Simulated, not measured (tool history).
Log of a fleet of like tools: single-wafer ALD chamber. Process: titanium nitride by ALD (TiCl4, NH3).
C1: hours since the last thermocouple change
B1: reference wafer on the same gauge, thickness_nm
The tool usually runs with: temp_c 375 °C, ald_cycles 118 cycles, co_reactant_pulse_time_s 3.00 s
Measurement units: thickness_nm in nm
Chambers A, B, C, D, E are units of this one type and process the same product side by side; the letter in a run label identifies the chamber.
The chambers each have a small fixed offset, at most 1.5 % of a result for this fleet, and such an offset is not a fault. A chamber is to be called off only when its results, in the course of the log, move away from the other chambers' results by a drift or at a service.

Run 1B, day 0.200: usual settings; C1 988.1; B1 2.2718. Result: thickness_nm 2.6146 nm.
Run 2E, day 0.433: usual settings; C1 1305.0; B1 2.2714. Result: thickness_nm 2.6320 nm.
Run 3D, day 0.638: usual settings; C1 311.2; B1 2.2694. Result: thickness_nm 2.5755 nm.
Run 4C, day 0.775: usual settings; C1 1516.6; B1 2.2693. Result: thickness_nm 2.5884 nm.
Run 5A, day 1.017: usual settings but ald_cycles 135 cycles, co_reactant_pulse_time_s 3.65 s; C1 260.3; B1 2.2710. Result: thickness_nm 2.9844 nm.
Run 6E, day 1.217: usual settings but ald_cycles 135 cycles, co_reactant_pulse_time_s 3.65 s; C1 1323.8; B1 2.2704. Result: thickness_nm 3.0372 nm.
Run 7D, day 1.429: usual settings but ald_cycles 135 cycles, co_reactant_pulse_time_s 3.65 s; C1 330.2; B1 2.2684. Result: thickness_nm 2.9792 nm.
Run 8B, day 1.704: usual settings but ald_cycles 135 cycles, co_reactant_pulse_time_s 3.65 s; C1 1024.2; B1 2.2681. Result: thickness_nm 3.0216 nm.
Run 9A, day 1.979: usual settings but ald_cycles 135 cycles, co_reactant_pulse_time_s 3.65 s; C1 283.4; B1 2.2674. Result: thickness_nm 2.9651 nm.
Run 10C, day 2.225: usual settings; C1 1551.4; B1 2.2712. Result: thickness_nm 2.6043 nm.
Run 11C, day 2.504: usual settings; C1 1558.1; B1 2.2679. Result: thickness_nm 2.5873 nm.
Run 12B, day 2.742: usual settings; C1 1049.1; B1 2.2692. Result: thickness_nm 2.6046 nm.
Run 13D, day 3.025: usual settings; C1 368.5; B1 2.2695. Result: thickness_nm 2.5888 nm.
Run 14E, day 3.300: usual settings; C1 1373.8; B1 2.2697. Result: thickness_nm 2.6234 nm.
Run 15A, day 3.492: usual settings; C1 319.7; B1 2.2693. Result: thickness_nm 2.5895 nm.
Run 16D, day 3.729: usual settings; C1 385.4; B1 2.2698. Result: thickness_nm 2.5731 nm.
Run 17B, day 3.896: usual settings; C1 1076.8; B1 2.2696. Result: thickness_nm 2.6093 nm.
Run 18A, day 4.171: usual settings; C1 336.0; B1 2.2710. Result: thickness_nm 2.5658 nm.
Run 19C, day 4.325: usual settings but temp_c 367 °C, ald_cycles 127 cycles; C1 1601.8; B1 2.2697. Result: thickness_nm 2.7608 nm.
Run 20E, day 4.504: usual settings but temp_c 367 °C, ald_cycles 127 cycles; C1 1402.7; B1 2.2714. Result: thickness_nm 2.8080 nm.
Run 21E, day 4.638: usual settings but temp_c 367 °C, ald_cycles 127 cycles; C1 1405.9; B1 2.2702. Result: thickness_nm 2.7951 nm.
Run 22C, day 4.854: usual settings but temp_c 367 °C, ald_cycles 127 cycles; C1 1614.5; B1 2.2700. Result: thickness_nm 2.7635 nm.
Run 23D, day 5.008: usual settings but temp_c 367 °C, ald_cycles 127 cycles; C1 416.1; B1 2.2705. Result: thickness_nm 2.7486 nm.
Run 24B, day 5.183: usual settings; C1 1107.7; B1 2.2699. Result: thickness_nm 2.6145 nm.
Run 25A, day 5.467: usual settings; C1 367.1; B1 2.2692. Result: thickness_nm 2.5765 nm.
Run 26B, day 5.654: usual settings; C1 1119.0; B1 2.2704. Result: thickness_nm 2.6149 nm.
Run 27E, day 5.879: usual settings; C1 1435.7; B1 2.2695. Result: thickness_nm 2.6309 nm.
Run 28A, day 6.158: usual settings; C1 383.7; B1 2.2700. Result: thickness_nm 2.5762 nm.
Run 29C, day 6.438: usual settings; C1 1652.5; B1 2.2686. Result: thickness_nm 2.5862 nm.
Run 30D, day 6.700: usual settings; C1 456.7; B1 2.2696. Result: thickness_nm 2.5709 nm.
Run 31D, day 6.875: usual settings; C1 460.9; B1 2.2700. Result: thickness_nm 2.5779 nm.
Run 32A, day 7.067: usual settings; C1 405.5; B1 2.2706. Result: thickness_nm 2.5735 nm.
Run 33B, day 7.250: usual settings; C1 1157.3; B1 2.2709. Result: thickness_nm 2.6185 nm.
Run 34C, day 7.421: usual settings; C1 1676.1; B1 2.2712. Result: thickness_nm 2.6015 nm.
Run 35E, day 7.588: usual settings but co_reactant_pulse_time_s 4.16 s; C1 1476.7; B1 2.2698. Result: thickness_nm 2.6606 nm.
Run 36E, day 7.742: usual settings but co_reactant_pulse_time_s 4.16 s; C1 1480.4; B1 2.2689. Result: thickness_nm 2.6740 nm.
Run 37D, day 8.000: usual settings but co_reactant_pulse_time_s 4.16 s; C1 487.9; B1 2.2708. Result: thickness_nm 2.6139 nm.
Run 38C, day 8.271: usual settings but co_reactant_pulse_time_s 4.16 s; C1 1696.5; B1 2.2707. Result: thickness_nm 2.6388 nm.
Run 39A, day 8.492: usual settings but co_reactant_pulse_time_s 4.16 s; C1 439.7; B1 2.2693. Result: thickness_nm 2.6130 nm.
Run 40B, day 8.700: usual settings; C1 1192.1; B1 2.2691. Result: thickness_nm 2.6257 nm.
Run 41E, day 8.958: usual settings; C1 1509.6; B1 2.2701. Result: thickness_nm 2.6205 nm.

Is one chamber out of step, is the gauge drifting, or do the chambers differ by no more than their own small offsets? For an off chamber, give its letter and the likeliest cause.

All chambers stay in line apart from their small fixed offsets, and the gauge does not drift.
